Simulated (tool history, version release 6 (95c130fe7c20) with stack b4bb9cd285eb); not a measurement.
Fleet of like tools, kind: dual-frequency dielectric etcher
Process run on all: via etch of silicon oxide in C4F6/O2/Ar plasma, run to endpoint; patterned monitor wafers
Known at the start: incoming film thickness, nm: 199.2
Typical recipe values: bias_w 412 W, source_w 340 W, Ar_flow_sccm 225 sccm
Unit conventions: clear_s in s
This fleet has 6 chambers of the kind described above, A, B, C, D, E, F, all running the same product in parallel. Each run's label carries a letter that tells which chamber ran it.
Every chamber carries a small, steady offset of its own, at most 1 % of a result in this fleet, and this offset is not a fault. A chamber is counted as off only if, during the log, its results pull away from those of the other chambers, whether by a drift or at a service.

{"run": "1A", "hour": 13.0, "bias_w": 412, "source_w": 340, "Ar_flow_sccm": 225, "clear_s": 47.841}
{"run": "2B", "hour": 19.9, "bias_w": 412, "source_w": 340, "Ar_flow_sccm": 225, "clear_s": 48.274}
{"run": "3C", "hour": 30.8, "bias_w": 412, "source_w": 340, "Ar_flow_sccm": 225, "clear_s": 48.967}
{"run": "4E", "hour": 40.9, "bias_w": 412, "source_w": 340, "Ar_flow_sccm": 225, "clear_s": 48.448}
{"run": "5D", "hour": 53.9, "bias_w": 412, "source_w": 410, "Ar_flow_sccm": 225, "clear_s": 45.438}
{"hour": 66.4, "done": "chamber C: wet clean of the chamber"}
{"run": "6F", "hour": 67.8, "bias_w": 412, "source_w": 410, "Ar_flow_sccm": 225, "clear_s": 45.199}
{"run": "7A", "hour": 81.6, "bias_w": 412, "source_w": 410, "Ar_flow_sccm": 225, "clear_s": 44.973}
{"hour": 88.3, "done": "chamber F: bias power generator calibrated"}
{"run": "8E", "hour": 92.3, "bias_w": 412, "source_w": 410, "Ar_flow_sccm": 225, "clear_s": 45.446}
{"run": "9C", "hour": 99.6, "bias_w": 412, "source_w": 410, "Ar_flow_sccm": 225, "clear_s": 45.036}
{"run": "10F", "hour": 109.9, "bias_w": 412, "source_w": 410, "Ar_flow_sccm": 225, "clear_s": 45.21}
{"run": "11B", "hour": 124.5, "bias_w": 412, "source_w": 340, "Ar_flow_sccm": 225, "clear_s": 48.422}
{"run": "12D", "hour": 136.9, "bias_w": 412, "source_w": 340, "Ar_flow_sccm": 225, "clear_s": 48.24}
{"run": "13D", "hour": 151.8, "bias_w": 412, "source_w": 340, "Ar_flow_sccm": 225, "clear_s": 48.158}
{"run": "14F", "hour": 164.2, "bias_w": 412, "source_w": 340, "Ar_flow_sccm": 225, "clear_s": 48.317}
{"run": "15E", "hour": 172.0, "bias_w": 450, "source_w": 340, "Ar_flow_sccm": 225, "clear_s": 46.678}
{"run": "16B", "hour": 185.4, "bias_w": 450, "source_w": 340, "Ar_flow_sccm": 225, "clear_s": 46.534}
{"run": "17C", "hour": 198.9, "bias_w": 450, "source_w": 340, "Ar_flow_sccm": 225, "clear_s": 46.996}
{"hour": 201.4, "done": "chamber A: wet clean of the chamber"}
{"run": "18A", "hour": 212.8, "bias_w": 450, "source_w": 340, "Ar_flow_sccm": 225, "clear_s": 46.527}
{"run": "19F", "hour": 220.6, "bias_w": 450, "source_w": 340, "Ar_flow_sccm": 225, "clear_s": 47.242}
{"run": "20D", "hour": 227.7, "bias_w": 450, "source_w": 340, "Ar_flow_sccm": 225, "clear_s": 45.933}
{"run": "21A", "hour": 240.6, "bias_w": 412, "source_w": 340, "Ar_flow_sccm": 225, "clear_s": 48.287}
{"run": "22E", "hour": 252.5, "bias_w": 412, "source_w": 340, "Ar_flow_sccm": 225, "clear_s": 49.024}
{"run": "23B", "hour": 263.0, "bias_w": 412, "source_w": 340, "Ar_flow_sccm": 225, "clear_s": 47.924}
{"run": "24C", "hour": 276.9, "bias_w": 412, "source_w": 340, "Ar_flow_sccm": 225, "clear_s": 48.542}
{"run": "25A", "hour": 284.3, "bias_w": 499, "source_w": 360, "Ar_flow_sccm": 225, "clear_s": 43.951}
{"run": "26C", "hour": 291.0, "bias_w": 499, "source_w": 360, "Ar_flow_sccm": 225, "clear_s": 44.083}
{"hour": 292.2, "done": "chamber C: bias power generator calibrated"}
{"run": "27B", "hour": 298.9, "bias_w": 499, "source_w": 360, "Ar_flow_sccm": 225, "clear_s": 43.2}
{"hour": 305.6, "done": "chamber B: bias power generator calibrated"}
{"run": "28D", "hour": 310.6, "bias_w": 499, "source_w": 360, "Ar_flow_sccm": 225, "clear_s": 42.683}
{"run": "29E", "hour": 323.5, "bias_w": 499, "source_w": 360, "Ar_flow_sccm": 225, "clear_s": 44.589}
{"run": "30F", "hour": 334.9, "bias_w": 499, "source_w": 360, "Ar_flow_sccm": 225, "clear_s": 44.669}
{"run": "31E", "hour": 342.8, "bias_w": 412, "source_w": 340, "Ar_flow_sccm": 225, "clear_s": 49.186}
{"run": "32C", "hour": 352.9, "bias_w": 461, "source_w": 340, "Ar_flow_sccm": 225, "clear_s": 47.049}
{"run": "33F", "hour": 364.7, "bias_w": 461, "source_w": 340, "Ar_flow_sccm": 225, "clear_s": 46.591}
{"run": "34B", "hour": 378.2, "bias_w": 461, "source_w": 340, "Ar_flow_sccm": 225, "clear_s": 46.345}
{"run": "35D", "hour": 392.3, "bias_w": 461, "source_w": 340, "Ar_flow_sccm": 225, "clear_s": 44.683}
{"run": "36A", "hour": 403.7, "bias_w": 461, "source_w": 340, "Ar_flow_sccm": 225, "clear_s": 46.362}
{"run": "37A", "hour": 413.3, "bias_w": 461, "source_w": 340, "Ar_flow_sccm": 225, "clear_s": 46.271}
{"run": "38B", "hour": 421.8, "bias_w": 412, "source_w": 340, "Ar_flow_sccm": 225, "clear_s": 47.607}
{"run": "39F", "hour": 430.8, "bias_w": 412, "source_w": 340, "Ar_flow_sccm": 225, "clear_s": 48.582}
{"run": "40D", "hour": 438.2, "bias_w": 412, "source_w": 340, "Ar_flow_sccm": 225, "clear_s": 46.098}
{"run": "41E", "hour": 449.3, "bias_w": 412, "source_w": 340, "Ar_flow_sccm": 225, "clear_s": 48.662}

Next, every chamber runs the same settings. What will each give?
{"run": "42A", "hour": 460.0, "bias_w": 412, "source_w": 340, "Ar_flow_sccm": 225, "clear_s": "?"}
{"run": "42B", "hour": 460.0, "bias_w": 412, "source_w": 340, "Ar_flow_sccm": 225, "clear_s": "?"}
{"run": "42C", "hour": 460.0, "bias_w": 412, "source_w": 340, "Ar_flow_sccm": 225, "clear_s": "?"}
{"run": "42D", "hour": 460.0, "bias_w": 412, "source_w": 340, "Ar_flow_sccm": 225, "clear_s": "?"}
{"run": "42E", "hour": 460.0, "bias_w": 412, "source_w": 340, "Ar_flow_sccm": 225, "clear_s": "?"}
{"run": "42F", "hour": 460.0, "bias_w": 412, "source_w": 340, "Ar_flow_sccm": 225, "clear_s": "?"}

run=42A clear_s=48.529
run=42B clear_s=47.848
run=42C clear_s=48.573
run=42D clear_s=46.294
run=42E clear_s=48.820
run=42F clear_s=48.675
